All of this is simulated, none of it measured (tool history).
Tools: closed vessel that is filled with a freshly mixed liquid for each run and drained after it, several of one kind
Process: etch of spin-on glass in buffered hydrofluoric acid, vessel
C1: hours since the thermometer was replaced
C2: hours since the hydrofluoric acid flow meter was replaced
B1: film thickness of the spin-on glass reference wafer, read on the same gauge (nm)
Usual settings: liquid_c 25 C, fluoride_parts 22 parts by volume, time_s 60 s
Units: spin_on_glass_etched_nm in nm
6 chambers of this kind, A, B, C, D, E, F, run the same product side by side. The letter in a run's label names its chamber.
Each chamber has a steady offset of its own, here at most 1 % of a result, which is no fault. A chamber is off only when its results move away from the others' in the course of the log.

run 1C day=0.308 | liquid_c=25 fluoride_parts=22 time_s=60 | C1=174.0 C2=613.0 | B1=50.007 | spin_on_glass_etched_nm=92.646
run 2D day=0.650 | liquid_c=25 fluoride_parts=22 time_s=60 | C1=1618.9 C2=332.6 | B1=50.038 | spin_on_glass_etched_nm=92.484
run 3F day=0.929 | liquid_c=25 fluoride_parts=22 time_s=60 | C1=190.5 C2=379.8 | B1=50.022 | spin_on_glass_etched_nm=91.806
run 4A day=1.179 | liquid_c=25 fluoride_parts=22 time_s=60 | C1=711.0 C2=203.5 | B1=49.999 | spin_on_glass_etched_nm=92.397
run 5E day=1.508 | liquid_c=25 fluoride_parts=22 time_s=60 | C1=1452.7 C2=1959.0 | B1=49.986 | spin_on_glass_etched_nm=92.867
run 6B day=1.833 | liquid_c=25 fluoride_parts=22 time_s=60 | C1=1527.5 C2=283.6 | B1=49.998 | spin_on_glass_etched_nm=92.309
run 7D day=2.050 | liquid_c=25 fluoride_parts=22 time_s=60 | C1=1652.5 C2=366.2 | B1=50.017 | spin_on_glass_etched_nm=92.796
run 8C day=2.275 | liquid_c=25 fluoride_parts=22 time_s=60 | C1=221.2 C2=660.2 | B1=49.984 | spin_on_glass_etched_nm=92.317
run 9F day=2.596 | liquid_c=25 fluoride_parts=22 time_s=60 | C1=230.5 C2=419.8 | B1=50.008 | spin_on_glass_etched_nm=93.716
run 10B day=2.954 | liquid_c=25 fluoride_parts=28 time_s=60 | C1=1554.4 C2=310.5 | B1=50.050 | spin_on_glass_etched_nm=78.439
run 11E day=3.225 | liquid_c=25 fluoride_parts=28 time_s=60 | C1=1493.9 C2=2000.2 | B1=50.003 | spin_on_glass_etched_nm=77.947
run 12A day=3.446 | liquid_c=25 fluoride_parts=28 time_s=60 | C1=765.4 C2=257.9 | B1=50.015 | spin_on_glass_etched_nm=78.571
run 13B day=3.796 | liquid_c=25 fluoride_parts=28 time_s=60 | C1=1574.6 C2=330.7 | B1=50.015 | spin_on_glass_etched_nm=76.578
run 14A day=4.104 | liquid_c=25 fluoride_parts=28 time_s=60 | C1=781.2 C2=273.7 | B1=50.025 | spin_on_glass_etched_nm=78.306
run 15D day=4.392 | liquid_c=25 fluoride_parts=28 time_s=60 | C1=1708.7 C2=422.4 | B1=50.030 | spin_on_glass_etched_nm=79.173
run 16C day=4.712 | liquid_c=25 fluoride_parts=22 time_s=60 | C1=279.7 C2=718.7 | B1=50.001 | spin_on_glass_etched_nm=91.981
-- day=4.833 chamber E: hydrofluoric acid flow meter replaced
run 17E day=4.883 | liquid_c=25 fluoride_parts=22 time_s=60 | C1=1533.7 C2=1.3 | B1=50.004 | spin_on_glass_etched_nm=92.397
run 18F day=5.138 | liquid_c=25 fluoride_parts=22 time_s=60 | C1=291.5 C2=480.8 | B1=50.023 | spin_on_glass_etched_nm=92.027
run 19C day=5.421 | liquid_c=25 fluoride_parts=22 time_s=60 | C1=296.7 C2=735.7 | B1=50.000 | spin_on_glass_etched_nm=92.677
run 20F day=5.575 | liquid_c=25 fluoride_parts=22 time_s=60 | C1=302.0 C2=491.3 | B1=49.996 | spin_on_glass_etched_nm=92.242
run 21D day=5.821 | liquid_c=25 fluoride_parts=22 time_s=60 | C1=1743.0 C2=456.7 | B1=50.010 | spin_on_glass_etched_nm=92.356
run 22B day=6.071 | liquid_c=25 fluoride_parts=22 time_s=60 | C1=1629.2 C2=385.3 | B1=50.020 | spin_on_glass_etched_nm=90.582
run 23E day=6.225 | liquid_c=25 fluoride_parts=22 time_s=60 | C1=1565.9 C2=33.5 | B1=49.998 | spin_on_glass_etched_nm=92.876
run 24A day=6.575 | liquid_c=25 fluoride_parts=22 time_s=60 | C1=840.5 C2=333.0 | B1=50.022 | spin_on_glass_etched_nm=92.602
run 25D day=6.833 | liquid_c=25 fluoride_parts=22 time_s=60 | C1=1767.3 C2=481.0 | B1=50.046 | spin_on_glass_etched_nm=92.921
run 26A day=7.104 | liquid_c=25 fluoride_parts=22 time_s=60 | C1=853.2 C2=345.7 | B1=49.993 | spin_on_glass_etched_nm=92.041
run 27B day=7.388 | liquid_c=25 fluoride_parts=22 time_s=60 | C1=1660.8 C2=416.9 | B1=50.036 | spin_on_glass_etched_nm=88.891
run 28C day=7.704 | liquid_c=25 fluoride_parts=22 time_s=60 | C1=351.5 C2=790.5 | B1=49.985 | spin_on_glass_etched_nm=92.341
run 29E day=7.979 | liquid_c=25 fluoride_parts=22 time_s=60 | C1=1608.0 C2=75.6 | B1=50.035 | spin_on_glass_etched_nm=91.384
run 30F day=8.275 | liquid_c=25 fluoride_parts=22 time_s=60 | C1=366.8 C2=556.1 | B1=49.980 | spin_on_glass_etched_nm=91.575
run 31E day=8.588 | liquid_c=25 fluoride_parts=22 time_s=60 | C1=1622.6 C2=90.2 | B1=50.005 | spin_on_glass_etched_nm=92.332
run 32D day=8.904 | liquid_c=25 fluoride_parts=22 time_s=60 | C1=1817.0 C2=530.7 | B1=49.975 | spin_on_glass_etched_nm=92.163
run 33B day=9.258 | liquid_c=25 fluoride_parts=22 time_s=60 | C1=1705.7 C2=461.8 | B1=50.025 | spin_on_glass_etched_nm=86.260
run 34C day=9.446 | liquid_c=25 fluoride_parts=22 time_s=60 | C1=393.3 C2=832.3 | B1=50.011 | spin_on_glass_etched_nm=92.358
run 35F day=9.604 | liquid_c=25 fluoride_parts=22 time_s=60 | C1=398.7 C2=588.0 | B1=50.018 | spin_on_glass_etched_nm=92.448
-- day=9.642 chamber C: hydrofluoric acid flow meter replaced
run 36A day=9.925 | liquid_c=25 fluoride_parts=18 time_s=60 | C1=920.9 C2=413.4 | B1=49.965 | spin_on_glass_etched_nm=110.850
run 37C day=10.175 | liquid_c=25 fluoride_parts=18 time_s=60 | C1=410.8 C2=12.9 | B1=50.018 | spin_on_glass_etched_nm=109.900
run 38A day=10.438 | liquid_c=25 fluoride_parts=18 time_s=60 | C1=933.2 C2=425.7 | B1=49.964 | spin_on_glass_etched_nm=110.620
run 39D day=10.604 | liquid_c=25 fluoride_parts=18 time_s=60 | C1=1857.8 C2=571.5 | B1=50.008 | spin_on_glass_etched_nm=108.160
run 40B day=10.767 | liquid_c=25 fluoride_parts=18 time_s=60 | C1=1741.9 C2=498.0 | B1=49.975 | spin_on_glass_etched_nm=100.390
run 41E day=11.083 | liquid_c=25 fluoride_parts=18 time_s=60 | C1=1682.5 C2=150.1 | B1=49.965 | spin_on_glass_etched_nm=109.010

Next, every chamber runs the same settings. What will each give?
run 42A day=11.338 | liquid_c=25 fluoride_parts=15 time_s=60 | spin_on_glass_etched_nm=?
run 42B day=11.338 | liquid_c=25 fluoride_parts=15 time_s=60 | spin_on_glass_etched_nm=?
run 42C day=11.338 | liquid_c=25 fluoride_parts=15 time_s=60 | spin_on_glass_etched_nm=?
run 42D day=11.338 | liquid_c=25 fluoride_parts=15 time_s=60 | spin_on_glass_etched_nm=?
run 42E day=11.338 | liquid_c=25 fluoride_parts=15 time_s=60 | spin_on_glass_etched_nm=?
run 42F day=11.338 | liquid_c=25 fluoride_parts=15 time_s=60 | spin_on_glass_etched_nm=?

run=42A spin_on_glass_etched_nm=130.930
run=42B spin_on_glass_etched_nm=121.030
run=42C spin_on_glass_etched_nm=132.590
run=42D spin_on_glass_etched_nm=130.600
run=42E spin_on_glass_etched_nm=130.830
run=42F spin_on_glass_etched_nm=131.880

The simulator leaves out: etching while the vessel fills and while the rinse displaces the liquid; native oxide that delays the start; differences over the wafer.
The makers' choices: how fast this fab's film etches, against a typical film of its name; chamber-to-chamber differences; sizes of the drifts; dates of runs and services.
